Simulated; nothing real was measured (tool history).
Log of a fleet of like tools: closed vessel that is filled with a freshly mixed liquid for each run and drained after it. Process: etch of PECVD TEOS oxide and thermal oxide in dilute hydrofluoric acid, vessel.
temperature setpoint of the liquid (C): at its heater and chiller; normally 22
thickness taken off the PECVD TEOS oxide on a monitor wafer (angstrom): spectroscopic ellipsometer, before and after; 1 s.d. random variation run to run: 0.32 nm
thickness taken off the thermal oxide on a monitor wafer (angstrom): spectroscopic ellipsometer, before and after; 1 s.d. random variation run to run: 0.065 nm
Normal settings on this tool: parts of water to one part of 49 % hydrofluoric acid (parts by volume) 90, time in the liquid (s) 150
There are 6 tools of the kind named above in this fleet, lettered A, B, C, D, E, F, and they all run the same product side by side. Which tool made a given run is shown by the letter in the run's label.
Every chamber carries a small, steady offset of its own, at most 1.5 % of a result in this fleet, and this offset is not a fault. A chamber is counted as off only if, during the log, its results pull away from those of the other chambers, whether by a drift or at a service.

run    day  temperature setpoint of the liquid (C)  parts of water to one part of 49 % hydrofluoric acid (parts by volume)  time in the liquid (s)  read-back film thickness of the PECVD TEOS oxide reference wafer, read on the same gauge (nm)  read-back film thickness of the thermal oxide reference wafer, read on the same gauge (nm)  thickness taken off the PECVD TEOS oxide on a monitor wafer (angstrom)  thickness taken off the thermal oxide on a monitor wafer (angstrom)
 1D  0.179                                      22                                                                      90                     150                                                                                         90.028                                                                                      100.04                                                                  432.98                                                               71.903
 2A  0.383                                      22                                                                      90                     150                                                                                         90.045                                                                                      100.01                                                                  444.25                                                               71.554
 3F  0.542                                      22                                                                      90                     150                                                                                         90.004                                                                                         100                                                                  436.92                                                               72.531
 4C  0.738                                      22                                                                      90                     150                                                                                         89.995                                                                                      99.997                                                                  439.16                                                               74.477
 5E  0.896                                      22                                                                      90                     150                                                                                         90.029                                                                                      99.983                                                                  444.77                                                               73.713
 6B  1.054                                      22                                                                      90                     150                                                                                         90.035                                                                                      100.01                                                                  442.92                                                               72.757
     1.121  -- chamber D: hydrofluoric acid flow meter replaced
 7F  1.262                                      22                                                                      90                     150                                                                                         89.986                                                                                      100.01                                                                  438.12                                                               72.373
 8B  1.483                                      22                                                                      90                     150                                                                                         90.016                                                                                      100.01                                                                  447.04                                                               72.851
 9D  1.638                                      22                                                                      90                     195                                                                                         90.002                                                                                      100.02                                                                  570.17                                                               93.738
10E  1.879                                      22                                                                      90                     195                                                                                         90.004                                                                                      100.04                                                                  573.44                                                                93.75
11C  2.038                                      22                                                                      90                     195                                                                                         89.973                                                                                      99.986                                                                  574.78                                                                96.85
12A  2.154                                      22                                                                      90                     195                                                                                         90.008                                                                                      99.992                                                                  571.13                                                               92.218
13A  2.408                                      22                                                                      90                     195                                                                                         90.019                                                                                      100.01                                                                  556.43                                                               92.486
14E  2.525                                      22                                                                      90                     195                                                                                         90.032                                                                                      100.04                                                                  576.58                                                               94.007
15B  2.671                                      22                                                                      90                     150                                                                                         89.996                                                                                       99.99                                                                  440.22                                                               72.907
16D  2.796                                      22                                                                      90                     150                                                                                         89.947                                                                                      100.03                                                                  443.29                                                               72.503
17C  3.038                                      22                                                                     130                     150                                                                                         89.987                                                                                      99.987                                                                  287.78                                                                48.16
18F  3.179                                      22                                                                     130                     150                                                                                         89.988                                                                                      99.995                                                                  285.95                                                               47.753
19C  3.425                                      22                                                                     130                     150                                                                                         90.004                                                                                      99.986                                                                  288.62                                                               49.584
20D  3.642                                      22                                                                     130                     150                                                                                         89.995                                                                                      99.992                                                                   296.3                                                               48.423
21A  3.758                                      22                                                                     130                     150                                                                                         90.005                                                                                      100.01                                                                  284.18                                                               46.711
22E  3.892                                      22                                                                     130                     150                                                                                         90.035                                                                                         100                                                                  292.74                                                               47.951
23F  4.083                                      22                                                                      90                     150                                                                                         90.013                                                                                      99.991                                                                  442.79                                                               72.296
24B  4.283                                      22                                                                      90                     150                                                                                         89.986                                                                                         100                                                                  440.92                                                               73.707
25A  4.533                                      22                                                                      90                     150                                                                                         90.025                                                                                      100.04                                                                  419.71                                                               68.972
26D  4.675                                      22                                                                      90                     150                                                                                          90.02                                                                                      100.01                                                                  440.37                                                               72.417
27E    4.8                                      22                                                                      90                     150                                                                                         89.964                                                                                      99.998                                                                  443.89                                                               72.625
28C  4.988                                      22                                                                      90                     150                                                                                         89.995                                                                                      99.986                                                                  439.61                                                               74.353
29B  5.192                                      22                                                                      90                     150                                                                                         89.972                                                                                      100.01                                                                  442.64                                                               71.757
30F  5.346                                      22                                                                      90                     150                                                                                         89.974                                                                                      99.961                                                                  439.23                                                               72.334
31C  5.588                                      22                                                                      90                     150                                                                                         89.994                                                                                      99.988                                                                  444.26                                                               73.427
32A  5.842                                      22                                                                      90                     150                                                                                         90.004                                                                                      100.03                                                                  414.54                                                               67.486
33B    6.1                                      22                                                                      90                     150                                                                                         89.991                                                                                      99.996                                                                  439.29                                                               73.451
34E  6.233                                      22                                                                      90                     150                                                                                         89.981                                                                                      100.01                                                                  441.47                                                               72.355
35D   6.45                                      22                                                                      90                     150                                                                                         90.016                                                                                      100.02                                                                  438.23                                                               72.224
36F  6.683                                      22                                                                      90                     150                                                                                             90                                                                                         100                                                                  439.48                                                               72.323
37F  6.946                                      22                                                                      90                     150                                                                                         89.989                                                                                      99.996                                                                  435.22                                                               73.101
38E  7.162                                      22                                                                      90                     150                                                                                         89.964                                                                                      99.993                                                                  444.35                                                               73.537
39D  7.392                                      22                                                                      90                     180                                                                                         89.982                                                                                         100                                                                  532.24                                                               86.067
40C  7.508                                      22                                                                      90                     180                                                                                          89.99                                                                                      100.01                                                                  520.69                                                               87.819
41B  7.746                                      22                                                                      90                     180                                                                                          90.03                                                                                      99.993                                                                  536.43                                                                88.96
42A  7.979                                      22                                                                      90                     180                                                                                         90.026                                                                                      100.04                                                                  488.43                                                               79.378

All 6 chambers run these settings next. Forecast each chamber's results:
43A  8.167                                      22                                                                      90                      65                                                                                                                                                                                                                                                                  ?                                                                    ?
43B  8.167                                      22                                                                      90                      65                                                                                                                                                                                                                                                                  ?                                                                    ?
43C  8.167                                      22                                                                      90                      65                                                                                                                                                                                                                                                                  ?                                                                    ?
43D  8.167                                      22                                                                      90                      65                                                                                                                                                                                                                                                                  ?                                                                    ?
43E  8.167                                      22                                                                      90                      65                                                                                                                                                                                                                                                                  ?                                                                    ?
43F  8.167                                      22                                                                      90                      65                                                                                                                                                                                                                                                                  ?                                                                    ?

run  thickness taken off the PECVD TEOS oxide on a monitor wafer (angstrom)  thickness taken off the thermal oxide on a monitor wafer (angstrom)
43A                                                                  173.45                                                               28.605
43B                                                                  193.93                                                               31.293
43C                                                                  191.13                                                               32.097
43D                                                                  193.75                                                               31.378
43E                                                                   190.7                                                               31.806
43F                                                                  189.44                                                               32.114
